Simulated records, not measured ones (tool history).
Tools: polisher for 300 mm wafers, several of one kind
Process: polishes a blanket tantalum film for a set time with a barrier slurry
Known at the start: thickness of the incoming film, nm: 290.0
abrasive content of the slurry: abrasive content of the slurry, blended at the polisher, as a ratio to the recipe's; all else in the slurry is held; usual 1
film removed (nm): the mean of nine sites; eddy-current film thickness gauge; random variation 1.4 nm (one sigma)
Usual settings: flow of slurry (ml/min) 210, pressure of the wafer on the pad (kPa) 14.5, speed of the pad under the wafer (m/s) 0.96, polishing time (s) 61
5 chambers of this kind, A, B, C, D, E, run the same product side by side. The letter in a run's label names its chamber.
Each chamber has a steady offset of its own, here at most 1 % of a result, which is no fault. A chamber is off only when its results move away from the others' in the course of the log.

run,hour,flow of slurry (ml/min),pressure of the wafer on the pad (kPa),speed of the pad under the wafer (m/s),abrasive content of the slurry,polishing time (s),film removed (nm)
# hour 9.6: chamber B: slurry blender recalibrated
# hour 9.9: chamber D: slurry nozzle cleaned
1E,11.1,210,14.5,0.96,1,61,111.31
# hour 25.2: chamber D: slurry blender recalibrated
2D,25.4,210,14.5,0.96,1,61,108.33
3B,34.5,210,14.5,0.96,1,61,112.27
4A,48.6,210,14.5,0.96,1,61,108.83
5C,59.3,210,14.5,0.96,1,61,112.35
# hour 59.8: chamber A: slurry blender recalibrated
# hour 61.8: chamber D: worn pad replaced by a new one
6D,74.3,210,14.5,0.96,1,61,110.75
# hour 79.1: chamber B: worn pad replaced by a new one
# hour 81.5: chamber A: worn pad replaced by a new one
# hour 87.4: chamber E: worn pad replaced by a new one
7C,88.4,210,14.5,0.96,1,61,111.46
8A,97.5,210,14.5,0.96,1,61,113.58
9E,107.3,210,14.5,0.96,1,61,109.98
# hour 111.1: chamber C: slurry nozzle cleaned
# hour 121.2: chamber C: slurry blender recalibrated
10B,121.4,210,14.5,0.96,1,61,110.92
# hour 124.4: chamber E: head pressure recalibrated
11E,129.5,210,14.5,0.96,1,61,111.97
# hour 131: chamber D: slurry blender recalibrated
12A,139.3,210,14.5,0.96,1,61,111.06
# hour 145.1: chamber C: worn pad replaced by a new one
13D,149.2,210,14.5,0.96,1,61,114.9
14B,161.2,210,14.5,0.96,1,61,112.59
15C,174.1,210,14.5,0.96,1,61,115.21
# hour 174.3: chamber E: worn pad replaced by a new one
# hour 184: chamber B: worn pad replaced by a new one
# hour 184.6: chamber A: worn pad replaced by a new one
16A,190,210,14.5,0.96,1,61,113.27
17C,199.4,210,14.5,0.96,1,61,112.51
# hour 203.6: chamber A: slurry blender recalibrated
18D,209.3,210,10.3,0.7,1,61,59.853
19E,216.6,210,10.3,0.7,1,61,58.06
20B,224.2,210,10.3,0.7,1,61,58.493
# hour 231.3: chamber D: worn pad replaced by a new one
21A,235.1,210,10.3,0.7,1,61,58.331
# hour 237.4: chamber D: slurry nozzle cleaned
22D,242.3,210,10.3,0.7,1,61,60.265
# hour 251.5: chamber D: slurry blender recalibrated
23E,254.6,210,14.5,0.96,1,61,112.15
24C,269.4,210,14.5,0.96,1,61,114.81
# hour 273.4: chamber E: worn pad replaced by a new one
25B,279.8,210,11.7,0.96,1,61,90.215
# hour 289.1: chamber B: worn pad replaced by a new one
# hour 290.2: chamber B: slurry blender recalibrated
26E,292.3,210,11.7,0.96,1,61,87.961
# hour 294.9: chamber C: slurry blender recalibrated
# hour 301.4: chamber B: slurry nozzle cleaned
27A,304.2,210,11.7,0.96,1,61,90.491
# hour 311.7: chamber A: worn pad replaced by a new one
28C,315.4,210,11.7,0.96,1,61,90.995
29D,326.3,210,11.7,0.96,1,61,92.532
# hour 327.3: chamber A: slurry blender recalibrated
30B,340,210,14.5,0.96,1,61,110.14
31E,350.4,210,12.4,0.96,1.3,61,96.942
# hour 352.2: chamber C: worn pad replaced by a new one
32D,365.5,210,12.4,0.96,1.3,61,103.36
# hour 366.9: chamber A: head pressure recalibrated
# hour 369.1: chamber D: slurry blender recalibrated
# hour 372.3: chamber E: worn pad replaced by a new one
33B,377.3,210,12.4,0.96,1.3,61,103.02
# hour 388.7: chamber B: worn pad replaced by a new one
34C,389.8,210,12.4,0.96,1.3,61,102.93
35A,401.5,210,12.4,0.96,1.3,61,102.78
36E,410.7,210,14.5,0.84,0.75,61,83.595
# hour 412.6: chamber A: worn pad replaced by a new one
37D,419.2,210,14.5,0.84,0.75,61,90.058
38B,431.6,210,14.5,0.84,0.75,61,90.814
# hour 434.8: chamber C: slurry blender recalibrated
39C,445,210,14.5,0.84,0.75,61,89.394
40A,460.7,210,14.5,0.84,0.75,61,89.359
41B,472.3,210,14.5,0.96,1,61,112.42

What goes on in this fleet: one chamber off, a drifting gauge, or nothing beyond the chambers' own small offsets? Name the chamber and the cause, if any.

Chamber E drifts away from the others.
Cause: abrasive missing from the slurry, % = 26.7.
The log may not tell that from: slurry flow missing at the pad, %; head's pressure below its setpoint, %.

Here are 4 candidates for chamber E's next run, each the usual settings with a change, their results left as question marks. Which one brings its results back in line with what the others give on the usual settings?
In line means no further than this from the other chambers' mean on the usual settings: film removed (nm) 4.9
42E-1,483.9,210,13.8,0.9,1,57,?
42E-2,483.9,210,15.2,1.04,1,66,?
42E-3,483.9,205,14.5,0.86,1,61,?
42E-4,483.9,210,15.2,1,1,63,?

The other chambers' mean on the usual settings: film removed (nm) 111.94
run,film removed (nm)
42E-1,83.566
42E-2,122.86
42E-3,89.4
42E-4,112.76
42E-4 brings the chamber back in line.

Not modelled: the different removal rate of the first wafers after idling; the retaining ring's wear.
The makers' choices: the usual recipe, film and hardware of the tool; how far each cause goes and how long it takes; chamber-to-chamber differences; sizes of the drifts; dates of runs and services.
